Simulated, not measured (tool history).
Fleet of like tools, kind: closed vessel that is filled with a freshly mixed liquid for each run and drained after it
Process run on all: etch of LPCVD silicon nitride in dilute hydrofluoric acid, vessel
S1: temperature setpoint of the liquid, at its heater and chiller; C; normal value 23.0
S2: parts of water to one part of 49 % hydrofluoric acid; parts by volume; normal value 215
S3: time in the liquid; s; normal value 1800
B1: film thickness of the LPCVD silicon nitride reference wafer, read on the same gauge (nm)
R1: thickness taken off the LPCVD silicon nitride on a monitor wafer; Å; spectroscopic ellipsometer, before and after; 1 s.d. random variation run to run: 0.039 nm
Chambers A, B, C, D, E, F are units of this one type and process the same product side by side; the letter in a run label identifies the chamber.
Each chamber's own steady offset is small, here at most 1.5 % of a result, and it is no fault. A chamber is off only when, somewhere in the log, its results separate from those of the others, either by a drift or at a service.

| run | hour | S1 | S2 | S3 | B1 | R1 |
|---|---|---|---|---|---|---|
| 1D | 3.4 | 23.0 | 215 | 1800 | 140.01 | 40.337 |
| 2B | 8.8 | 23.0 | 215 | 1800 | 140.00 | 40.225 |
| 3C | 13.9 | 23.0 | 215 | 1800 | 139.99 | 39.910 |
| 4F | 17.7 | 23.0 | 215 | 1800 | 140.01 | 40.522 |
| 5A | 24.7 | 26.5 | 215 | 2465 | 140.00 | 68.347 |
| 6E | 28.6 | 26.5 | 215 | 2465 | 139.98 | 68.699 |
| 7A | 36.1 | 26.5 | 215 | 2465 | 140.00 | 68.522 |
| 8E | 42.5 | 26.5 | 215 | 2465 | 139.99 | 67.988 |
| 9B | 49.3 | 26.5 | 215 | 2465 | 140.01 | 69.332 |
| 10D | 55.2 | 26.5 | 215 | 2465 | 139.99 | 68.269 |
| 11C | 59.4 | 23.0 | 215 | 1800 | 139.99 | 40.222 |
| 12F | 65.7 | 23.0 | 215 | 1800 | 140.01 | 40.193 |
| 13F | 73.1 | 20.0 | 120 | 1800 | 140.01 | 57.508 |
| 14B | 78.0 | 20.0 | 120 | 1800 | 139.99 | 58.466 |
| 15E | 84.9 | 20.0 | 120 | 1800 | 140.00 | 59.329 |
| 16A | 92.5 | 20.0 | 120 | 1800 | 140.01 | 60.215 |
| 17D | 98.3 | 20.0 | 120 | 1800 | 140.02 | 59.798 |
| 18C | 102.0 | 20.0 | 120 | 1800 | 140.01 | 57.899 |
| 19C | 106.2 | 23.0 | 215 | 1800 | 140.02 | 39.957 |
| 20F | 111.5 | 23.0 | 215 | 1800 | 139.98 | 40.491 |
| 21D | 118.4 | 23.0 | 215 | 1800 | 139.99 | 41.290 |
| 22A | 123.6 | 23.0 | 215 | 1800 | 140.02 | 41.798 |
| 23E | 128.6 | 23.0 | 215 | 1800 | 140.01 | 39.864 |
| 24B | 135.3 | 23.0 | 215 | 1800 | 139.98 | 39.758 |
| 25E | 139.1 | 23.0 | 215 | 1800 | 139.99 | 40.075 |
|  | 141.3 | chamber B: hydrofluoric acid flow meter replaced |
| 26B | 143.8 | 23.0 | 215 | 1800 | 140.00 | 39.861 |
| 27A | 147.7 | 23.0 | 215 | 1800 | 139.99 | 42.343 |
| 28C | 153.0 | 23.0 | 215 | 1800 | 139.99 | 40.179 |
| 29F | 158.2 | 23.0 | 215 | 1800 | 140.00 | 39.697 |
| 30D | 165.8 | 23.0 | 215 | 1800 | 140.01 | 41.118 |
| 31F | 172.6 | 23.0 | 215 | 1800 | 140.00 | 39.373 |
| 32B | 178.0 | 23.0 | 215 | 1800 | 140.00 | 39.785 |
| 33C | 183.6 | 23.0 | 215 | 1800 | 140.01 | 40.154 |
| 34E | 188.8 | 21.0 | 215 | 1800 | 139.99 | 35.432 |
| 35A | 192.8 | 21.0 | 215 | 1800 | 140.01 | 37.859 |
| 36D | 197.7 | 21.0 | 215 | 1800 | 139.99 | 35.843 |
| 37E | 201.7 | 21.0 | 215 | 1800 | 139.98 | 34.617 |
| 38C | 206.1 | 21.0 | 215 | 1800 | 140.00 | 35.714 |
| 39A | 213.5 | 21.0 | 215 | 1800 | 139.97 | 37.226 |

Decide between three cases: one chamber stands off from its peers, the gauge reading all wafers drifts, or nothing is wrong past each chamber's small offset. Where a chamber is off, say which and what most likely put it there.

Little by little, chamber A moves away from the other chambers.
What lies behind it: hydrofluoric acid flow above the setpoint (%) = 9.17.
It could be hard to tell apart here from: liquid hotter than its thermometer reads (K).

Below are 4 candidate recipes for chamber A's next run, each the usual settings with a change, their results shown as question marks. Which of them brings A's results back in line with what the other chambers give on the usual settings?
In-line tolerance around the mean of the other chambers on the usual settings: R1 1.400 Å
| 40A-1 | 219.1 | 23.0 | 210 | 1885 |  | ? |
| 40A-2 | 219.1 | 23.0 | 220 | 1715 |  | ? |
| 40A-3 | 219.1 | 23.0 | 230 | 1620 |  | ? |
| 40A-4 | 219.1 | 23.0 | 200 | 1980 |  | ? |

Mean of the other chambers on the usual settings: R1 40.065 Å
| run | R1 |
|---|---|
| 40A-1 | 46.283 |
| 40A-2 | 40.196 |
| 40A-3 | 36.319 |
| 40A-4 | 51.049 |
40A-2 brings the chamber back in line.
